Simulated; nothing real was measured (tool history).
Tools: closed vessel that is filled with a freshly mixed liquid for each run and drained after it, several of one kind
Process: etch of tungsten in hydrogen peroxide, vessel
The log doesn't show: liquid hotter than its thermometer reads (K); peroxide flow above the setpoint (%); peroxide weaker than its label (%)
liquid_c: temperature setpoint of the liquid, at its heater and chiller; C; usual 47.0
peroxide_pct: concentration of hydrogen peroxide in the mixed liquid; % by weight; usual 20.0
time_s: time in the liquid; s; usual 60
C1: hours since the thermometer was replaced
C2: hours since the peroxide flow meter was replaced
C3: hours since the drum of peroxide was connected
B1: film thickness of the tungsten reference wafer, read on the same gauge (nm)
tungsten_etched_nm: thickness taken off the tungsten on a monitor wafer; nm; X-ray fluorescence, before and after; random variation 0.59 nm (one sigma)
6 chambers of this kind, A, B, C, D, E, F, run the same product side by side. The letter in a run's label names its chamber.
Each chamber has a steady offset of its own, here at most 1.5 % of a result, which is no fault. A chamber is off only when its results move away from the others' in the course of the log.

Run 1D, day 0.283: usual settings; C1 1067.6; C2 1219.3; C3 108.1; B1 100.010. Result: tungsten_etched_nm 119.970 nm.
At day 0.442: chamber F: thermometer replaced.
At day 0.617: chamber A: thermometer replaced.
Run 2A, day 0.850: usual settings; C1 5.7; C2 482.6; C3 196.5; B1 100.010. Result: tungsten_etched_nm 121.580 nm.
Run 3F, day 1.179: usual settings; C1 17.8; C2 591.8; C3 363.9; B1 99.971. Result: tungsten_etched_nm 122.280 nm.
Run 4E, day 1.733: usual settings; C1 494.2; C2 2012.3; C3 211.7; B1 99.987. Result: tungsten_etched_nm 121.990 nm.
At day 2.038: chamber B: thermometer replaced.
Run 5C, day 2.121: usual settings; C1 1315.6; C2 1109.9; C3 289.4; B1 99.995. Result: tungsten_etched_nm 121.350 nm.
Run 6B, day 2.508: usual settings; C1 11.3; C2 415.7; C3 1122.2; B1 99.973. Result: tungsten_etched_nm 121.220 nm.
Run 7D, day 2.854: usual settings; C1 1129.3; C2 1281.0; C3 169.8; B1 99.969. Result: tungsten_etched_nm 119.650 nm.
Run 8C, day 3.146: usual settings; C1 1340.2; C2 1134.5; C3 314.0; B1 100.030. Result: tungsten_etched_nm 120.940 nm.
Run 9B, day 3.517: usual settings but liquid_c 41.5 C, peroxide_pct 15.5 % by weight; C1 35.5; C2 439.9; C3 1146.4; B1 99.975. Result: tungsten_etched_nm 75.511 nm.
Run 10A, day 3.796: usual settings but liquid_c 41.5 C, peroxide_pct 15.5 % by weight; C1 76.4; C2 553.3; C3 267.2; B1 99.975. Result: tungsten_etched_nm 74.903 nm.
Run 11F, day 4.096: usual settings but liquid_c 41.5 C, peroxide_pct 15.5 % by weight; C1 87.8; C2 661.8; C3 433.9; B1 100.040. Result: tungsten_etched_nm 76.367 nm.
Run 12E, day 4.558: usual settings but liquid_c 41.5 C, peroxide_pct 15.5 % by weight; C1 562.0; C2 2080.1; C3 279.5; B1 100.010. Result: tungsten_etched_nm 76.826 nm.
At day 4.604: chamber C: new drum of peroxide connected.
Run 13A, day 5.162: usual settings but liquid_c 41.5 C, peroxide_pct 15.5 % by weight; C1 109.2; C2 586.1; C3 300.0; B1 100.000. Result: tungsten_etched_nm 75.042 nm.
Run 14D, day 5.712: usual settings but liquid_c 41.5 C, peroxide_pct 15.5 % by weight; C1 1197.9; C2 1349.6; C3 238.4; B1 99.996. Result: tungsten_etched_nm 74.370 nm.
At day 5.946: chamber F: new drum of peroxide connected.
Run 15C, day 6.046: usual settings; C1 1409.8; C2 1204.1; C3 34.6; B1 99.988. Result: tungsten_etched_nm 122.100 nm.
Run 16B, day 6.429: usual settings; C1 105.4; C2 509.8; C3 1216.3; B1 99.996. Result: tungsten_etched_nm 121.040 nm.
Run 17F, day 6.942: usual settings; C1 156.1; C2 730.1; C3 24.0; B1 99.974. Result: tungsten_etched_nm 123.550 nm.
At day 6.996: chamber E: new drum of peroxide connected.
Run 18E, day 7.292: usual settings; C1 627.6; C2 2145.7; C3 7.2; B1 100.050. Result: tungsten_etched_nm 122.680 nm.
Run 19E, day 7.742: usual settings; C1 638.4; C2 2156.5; C3 18.0; B1 100.020. Result: tungsten_etched_nm 122.720 nm.
At day 8.058: chamber E: thermometer replaced.
Run 20A, day 8.104: usual settings; C1 179.8; C2 656.7; C3 370.6; B1 99.998. Result: tungsten_etched_nm 121.570 nm.
Run 21D, day 8.562: usual settings; C1 1266.3; C2 1418.0; C3 306.8; B1 99.944. Result: tungsten_etched_nm 120.590 nm.
Run 22C, day 9.058: usual settings; C1 1482.1; C2 1276.4; C3 106.9; B1 99.956. Result: tungsten_etched_nm 121.550 nm.
Run 23F, day 9.371: usual settings; C1 214.4; C2 788.4; C3 82.3; B1 100.010. Result: tungsten_etched_nm 123.520 nm.
Run 24B, day 9.825: usual settings; C1 186.9; C2 591.3; C3 1297.8; B1 99.995. Result: tungsten_etched_nm 121.820 nm.
Run 25F, day 10.104: usual settings; C1 232.0; C2 806.0; C3 99.9; B1 99.947. Result: tungsten_etched_nm 122.610 nm.
At day 10.408: chamber C: peroxide flow meter replaced.
Run 26C, day 10.496: usual settings; C1 1516.6; C2 2.2; C3 141.4; B1 99.990. Result: tungsten_etched_nm 122.510 nm.
Run 27B, day 11.079: usual settings; C1 217.0; C2 621.4; C3 1327.9; B1 99.983. Result: tungsten_etched_nm 121.520 nm.
Run 28D, day 11.679: usual settings; C1 1341.1; C2 1492.8; C3 381.6; B1 99.972. Result: tungsten_etched_nm 120.060 nm.
Run 29A, day 12.121: usual settings; C1 276.2; C2 753.1; C3 467.0; B1 99.990. Result: tungsten_etched_nm 121.820 nm.
At day 12.171: chamber B: new drum of peroxide connected.
Run 30E, day 12.717: usual settings but liquid_c 50.5 C; C1 111.8; C2 2275.9; C3 137.4; B1 100.020. Result: tungsten_etched_nm 152.800 nm.
Run 31C, day 13.092: usual settings but liquid_c 50.5 C; C1 1578.9; C2 64.5; C3 203.7; B1 99.952. Result: tungsten_etched_nm 152.830 nm.
Run 32A, day 13.688: usual settings but liquid_c 50.5 C; C1 313.8; C2 790.7; C3 504.6; B1 99.990. Result: tungsten_etched_nm 151.440 nm.
Run 33F, day 14.300: usual settings but liquid_c 50.5 C; C1 332.7; C2 906.7; C3 200.6; B1 100.040. Result: tungsten_etched_nm 153.400 nm.
Run 34B, day 14.742: usual settings but liquid_c 50.5 C; C1 304.9; C2 709.3; C3 61.8; B1 99.974. Result: tungsten_etched_nm 150.050 nm.
Run 35E, day 15.096: usual settings but liquid_c 50.5 C; C1 168.9; C2 2333.0; C3 194.5; B1 99.993. Result: tungsten_etched_nm 151.320 nm.
Run 36D, day 15.621: usual settings; C1 1435.7; C2 1587.4; C3 476.2; B1 100.010. Result: tungsten_etched_nm 121.840 nm.
Run 37B, day 16.025: usual settings but peroxide_pct 22.0 % by weight; C1 335.7; C2 740.1; C3 92.6; B1 100.040. Result: tungsten_etched_nm 126.600 nm.

Next, every chamber runs the same settings. What will each give?
Run 38A, day 16.475: usual settings. Result: tungsten_etched_nm ?.
Run 38B, day 16.475: usual settings. Result: tungsten_etched_nm ?.
Run 38C, day 16.475: usual settings. Result: tungsten_etched_nm ?.
Run 38D, day 16.475: usual settings. Result: tungsten_etched_nm ?.
Run 38E, day 16.475: usual settings. Result: tungsten_etched_nm ?.
Run 38F, day 16.475: usual settings. Result: tungsten_etched_nm ?.

run  tungsten_etched_nm
38A             122.140
38B             122.140
38C             122.510
38D             121.600
38E             123.190
38F             123.600

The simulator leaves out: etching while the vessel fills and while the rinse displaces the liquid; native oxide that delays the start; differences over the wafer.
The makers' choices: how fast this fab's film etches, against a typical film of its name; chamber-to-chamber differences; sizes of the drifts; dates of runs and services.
